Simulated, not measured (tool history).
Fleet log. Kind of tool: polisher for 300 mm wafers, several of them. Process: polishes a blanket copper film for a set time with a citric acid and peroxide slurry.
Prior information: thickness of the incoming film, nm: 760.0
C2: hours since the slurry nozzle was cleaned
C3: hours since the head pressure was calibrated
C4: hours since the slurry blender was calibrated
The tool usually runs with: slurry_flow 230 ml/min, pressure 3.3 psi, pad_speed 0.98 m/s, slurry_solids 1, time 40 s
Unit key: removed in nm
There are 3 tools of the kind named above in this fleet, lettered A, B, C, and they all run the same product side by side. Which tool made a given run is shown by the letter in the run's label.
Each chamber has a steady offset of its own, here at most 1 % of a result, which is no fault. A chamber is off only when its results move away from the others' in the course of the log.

{"run": "1B", "hour": 12.9, "slurry_flow": 230, "pressure": 3.3, "pad_speed": 0.98, "slurry_solids": 1, "time": 40, "wafers polished on this pad": 1017, "C2": 755.3, "C3": 299.2, "C4": 204.3, "removed": 86.369}
{"hour": 15.0, "done": "chamber C: worn pad replaced by a new one"}
{"hour": 15.8, "done": "chamber B: worn pad replaced by a new one"}
{"hour": 17.5, "done": "chamber A: head pressure recalibrated"}
{"run": "2C", "hour": 22.8, "slurry_flow": 230, "pressure": 3.3, "pad_speed": 0.98, "slurry_solids": 1, "time": 40, "wafers polished on this pad": 116, "C2": 662.3, "C3": 474.9, "C4": 180.6, "removed": 81.683}
{"run": "3A", "hour": 32.7, "slurry_flow": 230, "pressure": 3.3, "pad_speed": 0.98, "slurry_solids": 1, "time": 40, "wafers polished on this pad": 1242, "C2": 252.7, "C3": 15.3, "C4": 162.8, "removed": 81.855}
{"run": "4B", "hour": 40.9, "slurry_flow": 230, "pressure": 3.3, "pad_speed": 0.98, "slurry_solids": 1, "time": 40, "wafers polished on this pad": 372, "C2": 783.3, "C3": 327.2, "C4": 232.3, "removed": 82.745}
{"run": "5A", "hour": 51.8, "slurry_flow": 230, "pressure": 3.3, "pad_speed": 0.98, "slurry_solids": 1, "time": 40, "wafers polished on this pad": 1525, "C2": 271.8, "C3": 34.4, "C4": 181.9, "removed": 83.661}
{"run": "6C", "hour": 62.0, "slurry_flow": 230, "pressure": 3.3, "pad_speed": 0.98, "slurry_solids": 1, "time": 40, "wafers polished on this pad": 697, "C2": 701.5, "C3": 514.1, "C4": 219.8, "removed": 84.296}
{"hour": 68.5, "done": "chamber A: slurry nozzle cleaned"}
{"hour": 71.8, "done": "chamber B: slurry nozzle cleaned"}
{"run": "7C", "hour": 73.7, "slurry_flow": 230, "pressure": 3.3, "pad_speed": 0.98, "slurry_solids": 1, "time": 40, "wafers polished on this pad": 871, "C2": 713.2, "C3": 525.8, "C4": 231.5, "removed": 81.8}
{"hour": 74.2, "done": "chamber C: worn pad replaced by a new one"}
{"run": "8A", "hour": 86.2, "slurry_flow": 175, "pressure": 2.7, "pad_speed": 0.98, "slurry_solids": 1, "time": 40, "wafers polished on this pad": 2035, "C2": 17.7, "C3": 68.8, "C4": 216.3, "removed": 65.426}
{"hour": 90.6, "done": "chamber B: worn pad replaced by a new one"}
{"run": "9B", "hour": 99.5, "slurry_flow": 175, "pressure": 2.7, "pad_speed": 0.98, "slurry_solids": 1, "time": 40, "wafers polished on this pad": 132, "C2": 27.7, "C3": 385.8, "C4": 290.9, "removed": 66.311}
{"run": "10A", "hour": 112.5, "slurry_flow": 175, "pressure": 2.7, "pad_speed": 0.98, "slurry_solids": 1, "time": 40, "wafers polished on this pad": 2425, "C2": 44, "C3": 95.1, "C4": 242.6, "removed": 64.184}
{"run": "11B", "hour": 123.8, "slurry_flow": 230, "pressure": 3.3, "pad_speed": 0.98, "slurry_solids": 1, "time": 40, "wafers polished on this pad": 493, "C2": 52, "C3": 410.1, "C4": 315.2, "removed": 83.75}
{"hour": 132.6, "done": "chamber C: worn pad replaced by a new one"}
{"run": "12C", "hour": 133.9, "slurry_flow": 230, "pressure": 3.3, "pad_speed": 0.98, "slurry_solids": 1, "time": 40, "wafers polished on this pad": 19, "C2": 773.4, "C3": 586, "C4": 291.7, "removed": 83.733}
{"run": "13C", "hour": 147.5, "slurry_flow": 230, "pressure": 3.3, "pad_speed": 0.98, "slurry_solids": 1, "time": 40, "wafers polished on this pad": 221, "C2": 787, "C3": 599.6, "C4": 305.3, "removed": 85.199}
{"hour": 151.4, "done": "chamber B: worn pad replaced by a new one"}
{"run": "14A", "hour": 156.2, "slurry_flow": 230, "pressure": 3.3, "pad_speed": 0.98, "slurry_solids": 1, "time": 40, "wafers polished on this pad": 3073, "C2": 87.7, "C3": 138.8, "C4": 286.3, "removed": 81.111}
{"hour": 157.3, "done": "chamber A: slurry blender recalibrated"}
{"run": "15B", "hour": 166.9, "slurry_flow": 230, "pressure": 3.3, "pad_speed": 0.98, "slurry_solids": 1, "time": 40, "wafers polished on this pad": 230, "C2": 95.1, "C3": 453.2, "C4": 358.3, "removed": 82.793}
{"run": "16C", "hour": 178.8, "slurry_flow": 230, "pressure": 3.3, "pad_speed": 0.98, "slurry_solids": 1, "time": 40, "wafers polished on this pad": 685, "C2": 818.3, "C3": 630.9, "C4": 336.6, "removed": 85.789}
{"hour": 189.8, "done": "chamber C: worn pad replaced by a new one"}
{"run": "17A", "hour": 191.4, "slurry_flow": 230, "pressure": 3.3, "pad_speed": 0.98, "slurry_solids": 1, "time": 40, "wafers polished on this pad": 3595, "C2": 122.9, "C3": 174, "C4": 34.2, "removed": 78.674}
{"hour": 192.1, "done": "chamber B: head pressure recalibrated"}
{"run": "18B", "hour": 201.6, "slurry_flow": 230, "pressure": 3.3, "pad_speed": 0.98, "slurry_solids": 1, "time": 40, "wafers polished on this pad": 745, "C2": 129.8, "C3": 9.6, "C4": 393, "removed": 84.782}
{"run": "19B", "hour": 209.8, "slurry_flow": 230, "pressure": 3.3, "pad_speed": 0.98, "slurry_solids": 1, "time": 40, "wafers polished on this pad": 866, "C2": 138, "C3": 17.8, "C4": 401.2, "removed": 84.702}
{"run": "20C", "hour": 219.7, "slurry_flow": 230, "pressure": 3.3, "pad_speed": 1.28, "slurry_solids": 1, "time": 40, "wafers polished on this pad": 444, "C2": 859.2, "C3": 671.8, "C4": 377.5, "removed": 106.78}
{"hour": 224.6, "done": "chamber B: worn pad replaced by a new one"}
{"run": "21A", "hour": 228.6, "slurry_flow": 230, "pressure": 3.3, "pad_speed": 1.28, "slurry_solids": 1, "time": 40, "wafers polished on this pad": 4147, "C2": 160.1, "C3": 211.2, "C4": 71.4, "removed": 99.76}
{"hour": 230.1, "done": "chamber C: slurry blender recalibrated"}
{"run": "22A", "hour": 237.8, "slurry_flow": 230, "pressure": 3.3, "pad_speed": 1.28, "slurry_solids": 1, "time": 40, "wafers polished on this pad": 4283, "C2": 169.3, "C3": 220.4, "C4": 80.6, "removed": 99.87}
{"hour": 244.1, "done": "chamber C: worn pad replaced by a new one"}
{"run": "23C", "hour": 245.9, "slurry_flow": 230, "pressure": 3.3, "pad_speed": 0.98, "slurry_solids": 1, "time": 40, "wafers polished on this pad": 28, "C2": 885.4, "C3": 698, "C4": 15.8, "removed": 83.904}
{"run": "24B", "hour": 259.1, "slurry_flow": 230, "pressure": 3.3, "pad_speed": 0.98, "slurry_solids": 1, "time": 40, "wafers polished on this pad": 512, "C2": 187.3, "C3": 67.1, "C4": 450.5, "removed": 83.513}

The same settings go to every chamber for the next run, one line per chamber below. Forecast the results for each:
{"run": "25A", "hour": 269.0, "slurry_flow": 230, "pressure": 3.7, "pad_speed": 0.98, "slurry_solids": 1, "time": 40, "removed": "?"}
{"run": "25B", "hour": 269.0, "slurry_flow": 230, "pressure": 3.7, "pad_speed": 0.98, "slurry_solids": 1, "time": 40, "removed": "?"}
{"run": "25C", "hour": 269.0, "slurry_flow": 230, "pressure": 3.7, "pad_speed": 0.98, "slurry_solids": 1, "time": 40, "removed": "?"}

run=25A removed=86.058
run=25B removed=94.193
run=25C removed=91.565

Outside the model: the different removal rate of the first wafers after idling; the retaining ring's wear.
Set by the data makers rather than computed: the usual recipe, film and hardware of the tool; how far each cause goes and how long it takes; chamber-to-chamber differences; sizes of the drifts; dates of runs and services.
